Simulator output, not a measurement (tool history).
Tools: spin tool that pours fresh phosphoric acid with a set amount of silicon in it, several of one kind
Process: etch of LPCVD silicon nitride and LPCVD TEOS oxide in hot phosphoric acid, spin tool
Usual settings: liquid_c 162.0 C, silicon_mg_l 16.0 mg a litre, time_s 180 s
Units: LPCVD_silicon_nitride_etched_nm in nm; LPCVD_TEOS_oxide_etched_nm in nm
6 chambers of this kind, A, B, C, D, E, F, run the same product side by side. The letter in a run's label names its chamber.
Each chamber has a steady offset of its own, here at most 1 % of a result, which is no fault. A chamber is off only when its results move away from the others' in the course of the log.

| run | hour | liquid_c | silicon_mg_l | time_s | hours since the thermometer was replaced | hours since the dissolved silicon flow meter was replaced | hours since the heated supply line was repaired | read-back film thickness of the LPCVD silicon nitride reference wafer, read on the same gauge (nm) | read-back film thickness of the LPCVD TEOS oxide reference wafer, read on the same gauge (nm) | LPCVD_silicon_nitride_etched_nm | LPCVD_TEOS_oxide_etched_nm |
|---|---|---|---|---|---|---|---|---|---|---|---|
| 1D | 8.6 | 162.0 | 16.0 | 180 | 1481.6 | 855.8 | 2336.9 | 30.018 | 149.99 | 16.4480 | 0.33654 |
| 2E | 18.2 | 162.0 | 16.0 | 180 | 928.6 | 1170.2 | 1787.0 | 29.941 | 149.99 | 16.2960 | 0.28125 |
| 3F | 25.8 | 162.0 | 16.0 | 180 | 862.2 | 1368.5 | 543.3 | 30.013 | 150.02 | 16.6370 | 0.29488 |
| 4C | 37.7 | 162.0 | 16.0 | 180 | 476.5 | 560.6 | 651.8 | 30.000 | 150.02 | 16.6030 | 0.27078 |
| 5A | 46.8 | 162.0 | 8.0 | 80 | 1441.1 | 346.0 | 368.8 | 29.960 | 150.00 | 7.3499 | 0.17079 |
| 6B | 54.6 | 162.0 | 8.0 | 80 | 2173.4 | 1248.2 | 1625.5 | 29.962 | 150.01 | 7.3763 | 0.16835 |
| 7A | 60.0 | 162.0 | 8.0 | 80 | 1454.3 | 359.2 | 382.0 | 30.001 | 149.98 | 7.3762 | 0.16945 |
| 8F | 71.5 | 162.0 | 8.0 | 80 | 907.9 | 1414.2 | 589.0 | 29.962 | 150.02 | 7.2453 | 0.14719 |
|  | 75.1 | chamber F: dissolved silicon flow meter replaced |
| 9E | 81.9 | 162.0 | 8.0 | 80 | 992.3 | 1233.9 | 1850.7 | 29.980 | 150.01 | 7.3524 | 0.14540 |
|  | 84.7 | chamber D: heated supply line repaired |
| 10C | 93.4 | 162.0 | 8.0 | 80 | 532.2 | 616.3 | 707.5 | 30.004 | 150.00 | 7.2404 | 0.16498 |
| 11B | 99.9 | 162.0 | 16.0 | 180 | 2218.7 | 1293.5 | 1670.8 | 29.992 | 149.98 | 16.1800 | 0.28027 |
| 12D | 112.1 | 162.0 | 16.0 | 180 | 1585.1 | 959.3 | 27.4 | 29.977 | 150.02 | 16.7640 | 0.30760 |
|  | 114.9 | chamber F: heated supply line repaired |
| 13E | 123.6 | 162.0 | 16.0 | 180 | 1034.0 | 1275.6 | 1892.4 | 30.011 | 150.05 | 16.6020 | 0.30457 |
| 14B | 132.0 | 162.0 | 16.0 | 180 | 2250.8 | 1325.6 | 1702.9 | 29.978 | 150.03 | 16.6080 | 0.31668 |
| 15A | 139.9 | 162.0 | 16.0 | 180 | 1534.2 | 439.1 | 461.9 | 30.010 | 149.99 | 16.4630 | 0.29385 |
| 16C | 145.9 | 162.0 | 16.0 | 180 | 584.7 | 668.8 | 760.0 | 30.011 | 149.99 | 16.4100 | 0.30801 |
| 17D | 157.6 | 164.5 | 25.5 | 180 | 1630.6 | 1004.8 | 72.9 | 29.998 | 150.00 | 17.8550 | 0.25127 |
| 18F | 166.2 | 164.5 | 25.5 | 180 | 1002.6 | 91.1 | 51.3 | 29.981 | 149.97 | 17.8320 | 0.26988 |
| 19B | 173.7 | 164.5 | 25.5 | 180 | 2292.5 | 1367.3 | 1744.6 | 30.059 | 150.01 | 17.6340 | 0.26648 |
| 20E | 184.1 | 164.5 | 25.5 | 180 | 1094.5 | 1336.1 | 1952.9 | 29.969 | 150.04 | 18.0260 | 0.28018 |
| 21A | 190.6 | 164.5 | 25.5 | 180 | 1584.9 | 489.8 | 512.6 | 29.998 | 149.98 | 18.0990 | 0.27074 |
| 22F | 199.3 | 164.5 | 25.5 | 180 | 1035.7 | 124.2 | 84.4 | 30.054 | 149.99 | 17.8150 | 0.24711 |
| 23C | 208.3 | 162.0 | 16.0 | 180 | 647.1 | 731.2 | 822.4 | 30.018 | 150.02 | 16.4950 | 0.32541 |
|  | 213.1 | chamber C: thermometer replaced |
| 24D | 215.8 | 162.0 | 16.0 | 180 | 1688.8 | 1063.0 | 131.1 | 30.007 | 149.99 | 16.3410 | 0.29534 |
| 25F | 222.5 | 162.0 | 16.0 | 180 | 1058.9 | 147.4 | 107.6 | 29.976 | 150.02 | 16.7240 | 0.28901 |
| 26E | 232.2 | 162.0 | 16.0 | 180 | 1142.6 | 1384.2 | 2001.0 | 30.000 | 150.01 | 16.6340 | 0.28184 |
| 27D | 238.9 | 162.0 | 4.5 | 180 | 1711.9 | 1086.1 | 154.2 | 30.004 | 150.01 | 16.4540 | 0.33304 |
| 28C | 249.8 | 162.0 | 4.5 | 180 | 36.7 | 772.7 | 863.9 | 29.972 | 150.02 | 16.2550 | 0.40233 |
| 29B | 255.6 | 162.0 | 4.5 | 180 | 2374.4 | 1449.2 | 1826.5 | 29.944 | 149.95 | 16.5900 | 0.40362 |
| 30A | 265.2 | 162.0 | 4.5 | 180 | 1659.5 | 564.4 | 587.2 | 30.030 | 150.04 | 16.2770 | 0.37866 |
| 31C | 272.8 | 162.0 | 4.5 | 180 | 59.7 | 795.7 | 886.9 | 29.990 | 150.01 | 16.4830 | 0.40706 |
| 32A | 283.1 | 162.0 | 4.5 | 180 | 1677.4 | 582.3 | 605.1 | 29.960 | 150.02 | 16.4480 | 0.42483 |
| 33F | 289.9 | 162.0 | 16.0 | 180 | 1126.3 | 214.8 | 175.0 | 29.949 | 150.06 | 16.4160 | 0.28743 |
| 34D | 301.6 | 162.0 | 16.0 | 180 | 1774.6 | 1148.8 | 216.9 | 30.012 | 150.00 | 16.3480 | 0.26417 |
| 35B | 313.3 | 162.0 | 16.0 | 180 | 2432.1 | 1506.9 | 1884.2 | 29.974 | 149.98 | 16.5410 | 0.23802 |
| 36E | 321.2 | 162.0 | 16.0 | 180 | 1231.6 | 1473.2 | 2090.0 | 30.001 | 150.01 | 16.4230 | 0.30719 |
| 37C | 328.4 | 162.0 | 16.0 | 180 | 115.3 | 851.3 | 942.5 | 29.972 | 150.00 | 16.2030 | 0.29511 |
| 38A | 339.1 | 162.0 | 16.0 | 180 | 1733.4 | 638.3 | 661.1 | 29.950 | 150.01 | 16.4280 | 0.31712 |
| 39B | 345.4 | 162.0 | 16.0 | 180 | 2464.2 | 1539.0 | 1916.3 | 30.000 | 149.98 | 16.5880 | 0.32118 |

Is one chamber off against the others, does the gauge drift, or is nothing wrong? If a chamber is off, say which, and what the likeliest cause is.

No chamber stands off beyond its own small offset, and the gauge holds steady.
